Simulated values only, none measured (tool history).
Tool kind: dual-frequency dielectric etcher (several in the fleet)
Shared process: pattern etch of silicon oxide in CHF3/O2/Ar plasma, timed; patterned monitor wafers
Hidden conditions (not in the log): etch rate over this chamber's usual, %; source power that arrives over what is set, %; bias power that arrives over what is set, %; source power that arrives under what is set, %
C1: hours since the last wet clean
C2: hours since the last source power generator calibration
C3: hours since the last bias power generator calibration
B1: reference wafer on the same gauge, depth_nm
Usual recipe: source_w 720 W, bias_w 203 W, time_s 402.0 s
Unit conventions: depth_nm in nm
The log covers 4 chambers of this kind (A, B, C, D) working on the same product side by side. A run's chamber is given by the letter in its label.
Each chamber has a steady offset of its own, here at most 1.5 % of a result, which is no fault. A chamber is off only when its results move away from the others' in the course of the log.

run 1B hour=2.6 | source_w=720 bias_w=203 time_s=402.0 | C1=359.3 C2=1910.6 C3=1668.7 | B1=795.84 | depth_nm=873.68
run 2D hour=7.9 | source_w=720 bias_w=203 time_s=402.0 | C1=46.0 C2=1257.2 C3=2238.0 | B1=795.57 | depth_nm=885.25
run 3A hour=11.6 | source_w=720 bias_w=203 time_s=402.0 | C1=41.4 C2=1410.5 C3=2760.2 | B1=795.70 | depth_nm=881.41
run 4C hour=16.5 | source_w=720 bias_w=203 time_s=402.0 | C1=199.1 C2=1712.8 C3=426.4 | B1=795.94 | depth_nm=884.11
run 5B hour=19.5 | source_w=720 bias_w=203 time_s=402.0 | C1=376.2 C2=1927.5 C3=1685.6 | B1=797.34 | depth_nm=869.04
run 6A hour=24.0 | source_w=720 bias_w=203 time_s=402.0 | C1=53.8 C2=1422.9 C3=2772.6 | B1=795.30 | depth_nm=891.15
run 7D hour=26.7 | source_w=720 bias_w=203 time_s=402.0 | C1=64.8 C2=1276.0 C3=2256.8 | B1=796.57 | depth_nm=888.67
run 8C hour=30.9 | source_w=720 bias_w=203 time_s=402.0 | C1=213.5 C2=1727.2 C3=440.8 | B1=796.37 | depth_nm=881.72
run 9D hour=35.2 | source_w=720 bias_w=203 time_s=402.0 | C1=73.3 C2=1284.5 C3=2265.3 | B1=795.22 | depth_nm=878.57
run 10C hour=37.6 | source_w=720 bias_w=203 time_s=402.0 | C1=220.2 C2=1733.9 C3=447.5 | B1=795.39 | depth_nm=881.59
run 11A hour=42.8 | source_w=720 bias_w=203 time_s=402.0 | C1=72.6 C2=1441.7 C3=2791.4 | B1=796.07 | depth_nm=890.75
run 12B hour=45.3 | source_w=720 bias_w=203 time_s=402.0 | C1=402.0 C2=1953.3 C3=1711.4 | B1=795.53 | depth_nm=871.73
run 13A hour=48.9 | source_w=720 bias_w=203 time_s=402.0 | C1=78.7 C2=1447.8 C3=2797.5 | B1=795.33 | depth_nm=884.79
run 14B hour=52.5 | source_w=720 bias_w=203 time_s=402.0 | C1=409.2 C2=1960.5 C3=1718.6 | B1=795.41 | depth_nm=870.09
run 15D hour=57.7 | source_w=720 bias_w=203 time_s=402.0 | C1=95.8 C2=1307.0 C3=2287.8 | B1=796.30 | depth_nm=888.35
run 16C hour=61.6 | source_w=720 bias_w=203 time_s=494.5 | C1=244.2 C2=1757.9 C3=471.5 | B1=796.32 | depth_nm=1090.30
run 17B hour=64.1 | source_w=720 bias_w=203 time_s=494.5 | C1=420.8 C2=1972.1 C3=1730.2 | B1=794.96 | depth_nm=1084.30
run 18C hour=67.3 | source_w=720 bias_w=203 time_s=494.5 | C1=249.9 C2=1763.6 C3=477.2 | B1=796.48 | depth_nm=1070.20
run 19A hour=71.3 | source_w=720 bias_w=203 time_s=494.5 | C1=101.1 C2=1470.2 C3=2819.9 | B1=795.82 | depth_nm=1093.10
run 20D hour=75.7 | source_w=870 bias_w=203 time_s=299.5 | C1=113.8 C2=1325.0 C3=2305.8 | B1=796.01 | depth_nm=698.49
run 21A hour=79.4 | source_w=870 bias_w=203 time_s=299.5 | C1=109.2 C2=1478.3 C3=2828.0 | B1=795.41 | depth_nm=720.04
run 22D hour=84.5 | source_w=870 bias_w=203 time_s=299.5 | C1=122.6 C2=1333.8 C3=2314.6 | B1=797.84 | depth_nm=705.19
run 23B hour=88.6 | source_w=870 bias_w=203 time_s=299.5 | C1=445.3 C2=1996.6 C3=1754.7 | B1=796.43 | depth_nm=703.17
run 24C hour=91.7 | source_w=720 bias_w=203 time_s=402.0 | C1=274.3 C2=1788.0 C3=501.6 | B1=795.97 | depth_nm=887.72
run 25B hour=94.2 | source_w=720 bias_w=203 time_s=402.0 | C1=450.9 C2=2002.2 C3=1760.3 | B1=794.19 | depth_nm=873.40
run 26C hour=98.6 | source_w=720 bias_w=203 time_s=402.0 | C1=281.2 C2=1794.9 C3=508.5 | B1=796.62 | depth_nm=883.55
run 27A hour=104.1 | source_w=720 bias_w=203 time_s=402.0 | C1=133.9 C2=1503.0 C3=2852.7 | B1=796.00 | depth_nm=898.99
run 28D hour=106.9 | source_w=720 bias_w=203 time_s=508.5 | C1=145.0 C2=1356.2 C3=2337.0 | B1=796.16 | depth_nm=1113.90
run 29B hour=112.3 | source_w=720 bias_w=203 time_s=508.5 | C1=469.0 C2=2020.3 C3=1778.4 | B1=795.50 | depth_nm=1109.10
run 30C hour=116.7 | source_w=720 bias_w=203 time_s=508.5 | C1=299.3 C2=1813.0 C3=526.6 | B1=796.41 | depth_nm=1119.80
run 31A hour=119.4 | source_w=720 bias_w=203 time_s=508.5 | C1=149.2 C2=1518.3 C3=2868.0 | B1=796.26 | depth_nm=1133.10
run 32D hour=122.1 | source_w=720 bias_w=203 time_s=402.0 | C1=160.2 C2=1371.4 C3=2352.2 | B1=794.43 | depth_nm=883.63
run 33C hour=127.2 | source_w=720 bias_w=203 time_s=454.5 | C1=309.8 C2=1823.5 C3=537.1 | B1=795.35 | depth_nm=988.93
run 34A hour=129.6 | source_w=720 bias_w=203 time_s=454.5 | C1=159.4 C2=1528.5 C3=2878.2 | B1=796.73 | depth_nm=1005.80
run 35D hour=132.6 | source_w=720 bias_w=203 time_s=454.5 | C1=170.7 C2=1381.9 C3=2362.7 | B1=796.00 | depth_nm=995.13
run 36B hour=136.0 | source_w=720 bias_w=203 time_s=454.5 | C1=492.7 C2=2044.0 C3=1802.1 | B1=797.41 | depth_nm=989.53
run 37D hour=140.4 | source_w=720 bias_w=203 time_s=402.0 | C1=178.5 C2=1389.7 C3=2370.5 | B1=795.44 | depth_nm=880.31
run 38A hour=143.4 | source_w=720 bias_w=203 time_s=402.0 | C1=173.2 C2=1542.3 C3=2892.0 | B1=796.39 | depth_nm=887.70
run 39C hour=147.8 | source_w=720 bias_w=168 time_s=402.0 | C1=330.4 C2=1844.1 C3=557.7 | B1=796.54 | depth_nm=824.71
-- hour=148.1 chamber B: wet clean of the chamber
run 40B hour=152.6 | source_w=720 bias_w=168 time_s=402.0 | C1=4.6 C2=2060.6 C3=1818.7 | B1=795.84 | depth_nm=823.57
run 41A hour=156.9 | source_w=720 bias_w=168 time_s=402.0 | C1=186.7 C2=1555.8 C3=2905.5 | B1=795.68 | depth_nm=835.92
run 42D hour=160.1 | source_w=720 bias_w=168 time_s=402.0 | C1=198.2 C2=1409.4 C3=2390.2 | B1=796.69 | depth_nm=832.08

Does one chamber stand apart from the rest, does the shared gauge drift, or is all well apart from small per-chamber offsets? Give the chamber and the most likely cause, where there is one.

No chamber is off and the gauge is stable; the differences are just each chamber's small, constant offset.
